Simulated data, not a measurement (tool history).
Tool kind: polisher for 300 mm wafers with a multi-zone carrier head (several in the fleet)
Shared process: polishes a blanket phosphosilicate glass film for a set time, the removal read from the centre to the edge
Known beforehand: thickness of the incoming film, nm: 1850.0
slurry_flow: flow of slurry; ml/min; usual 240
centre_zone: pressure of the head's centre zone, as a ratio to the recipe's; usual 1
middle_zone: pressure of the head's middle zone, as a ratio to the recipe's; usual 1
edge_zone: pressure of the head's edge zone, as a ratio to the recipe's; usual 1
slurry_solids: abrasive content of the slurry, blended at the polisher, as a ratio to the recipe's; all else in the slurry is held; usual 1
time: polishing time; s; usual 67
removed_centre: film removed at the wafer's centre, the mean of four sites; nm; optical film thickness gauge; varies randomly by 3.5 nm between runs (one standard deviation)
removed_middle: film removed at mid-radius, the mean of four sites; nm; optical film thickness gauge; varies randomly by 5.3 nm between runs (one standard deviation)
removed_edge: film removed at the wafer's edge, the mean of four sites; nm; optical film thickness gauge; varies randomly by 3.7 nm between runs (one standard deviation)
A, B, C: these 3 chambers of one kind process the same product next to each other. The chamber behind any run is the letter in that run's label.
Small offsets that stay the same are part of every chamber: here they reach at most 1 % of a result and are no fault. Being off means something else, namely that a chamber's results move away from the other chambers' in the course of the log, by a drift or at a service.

Run 1B, hour 3.1: usual settings. Result: removed_centre 364.28 nm, removed_middle 362.53 nm, removed_edge 364.18 nm.
Run 2A, hour 6.1: usual settings. Result: removed_centre 370.18 nm, removed_middle 363.39 nm, removed_edge 370.5 nm.
Run 3C, hour 10.2: usual settings. Result: removed_centre 360.37 nm, removed_middle 368.59 nm, removed_edge 364.03 nm.
Run 4B, hour 13.6: usual settings. Result: removed_centre 371.59 nm, removed_middle 361.72 nm, removed_edge 364.76 nm.
Run 5A, hour 16.1: usual settings but centre_zone 0.91, slurry_solids 1.25. Result: removed_centre 364.23 nm, removed_middle 395.86 nm, removed_edge 401.73 nm.
Run 6C, hour 18.9: usual settings but centre_zone 0.91, slurry_solids 1.25. Result: removed_centre 360.51 nm, removed_middle 417.01 nm, removed_edge 406.42 nm.
Run 7A, hour 22.7: usual settings but centre_zone 0.91, slurry_solids 1.25. Result: removed_centre 363.87 nm, removed_middle 402.49 nm, removed_edge 404.46 nm.
Run 8C, hour 26.5: usual settings. Result: removed_centre 370.44 nm, removed_middle 369.99 nm, removed_edge 360.13 nm.
Run 9B, hour 31.2: usual settings. Result: removed_centre 359.32 nm, removed_middle 359.8 nm, removed_edge 367.38 nm.
Run 10A, hour 35.4: usual settings. Result: removed_centre 369.69 nm, removed_middle 365.22 nm, removed_edge 360.05 nm.
Run 11B, hour 40: usual settings. Result: removed_centre 360.56 nm, removed_middle 360.2 nm, removed_edge 359.88 nm.
Run 12C, hour 42.6: usual settings but slurry_solids 0.9. Result: removed_centre 351.71 nm, removed_middle 354.21 nm, removed_edge 348.27 nm.
At hour 44.6: chamber A: worn pad replaced by a new one.
Run 13A, hour 46.9: usual settings but slurry_solids 0.9. Result: removed_centre 350.99 nm, removed_middle 342.96 nm, removed_edge 342.63 nm.
Run 14C, hour 50.7: usual settings but slurry_solids 0.9. Result: removed_centre 344.64 nm, removed_middle 345.98 nm, removed_edge 340.06 nm.
Run 15B, hour 53: usual settings. Result: removed_centre 352.57 nm, removed_middle 349.03 nm, removed_edge 366.79 nm.
Run 16B, hour 55.1: usual settings. Result: removed_centre 346.27 nm, removed_middle 354.2 nm, removed_edge 355.85 nm.
At hour 56.5: chamber C: worn pad replaced by a new one.
Run 17C, hour 59.1: usual settings. Result: removed_centre 367.7 nm, removed_middle 380.79 nm, removed_edge 362.23 nm.
Run 18A, hour 62.5: usual settings. Result: removed_centre 359.62 nm, removed_middle 368.89 nm, removed_edge 373.84 nm.
Run 19B, hour 65.8: usual settings. Result: removed_centre 350.73 nm, removed_middle 353.28 nm, removed_edge 359.7 nm.
Run 20C, hour 68.4: usual settings. Result: removed_centre 365.12 nm, removed_middle 371.7 nm, removed_edge 364.76 nm.
At hour 70.2: chamber C: centre zone pressure recalibrated.
Run 21A, hour 70.7: usual settings. Result: removed_centre 372.85 nm, removed_middle 363.09 nm, removed_edge 365.55 nm.
Run 22A, hour 75: usual settings but centre_zone 1.1, slurry_solids 1.1. Result: removed_centre 426.55 nm, removed_middle 375.95 nm, removed_edge 384.74 nm.
Run 23C, hour 79.4: usual settings but centre_zone 1.1, slurry_solids 1.1. Result: removed_centre 428.01 nm, removed_middle 377.98 nm, removed_edge 380.38 nm.
Run 24B, hour 83.4: usual settings but centre_zone 1.1, slurry_solids 1.1. Result: removed_centre 386.06 nm, removed_middle 360.16 nm, removed_edge 368.01 nm.
Run 25C, hour 86.4: usual settings. Result: removed_centre 367.53 nm, removed_middle 374.91 nm, removed_edge 364.04 nm.
Run 26A, hour 89: usual settings but edge_zone 0.91, time 57 s. Result: removed_centre 314.04 nm, removed_middle 308.9 nm, removed_edge 296.1 nm.
Run 27B, hour 93.9: usual settings but edge_zone 0.91, time 57 s. Result: removed_centre 290.4 nm, removed_middle 290.53 nm, removed_edge 280.26 nm.

The same settings go to every chamber for the next run, one line per chamber below. Forecast the results for each:
Run 28A, hour 97.4: usual settings. Result: removed_centre ?, removed_middle ?, removed_edge ?.
Run 28B, hour 97.4: usual settings. Result: removed_centre ?, removed_middle ?, removed_edge ?.
Run 28C, hour 97.4: usual settings. Result: removed_centre ?, removed_middle ?, removed_edge ?.

run  removed_centre  removed_middle  removed_edge
28A           365.8          368.44        368.11
28B          330.33          332.88        348.43
28C          361.83          365.14        367.76

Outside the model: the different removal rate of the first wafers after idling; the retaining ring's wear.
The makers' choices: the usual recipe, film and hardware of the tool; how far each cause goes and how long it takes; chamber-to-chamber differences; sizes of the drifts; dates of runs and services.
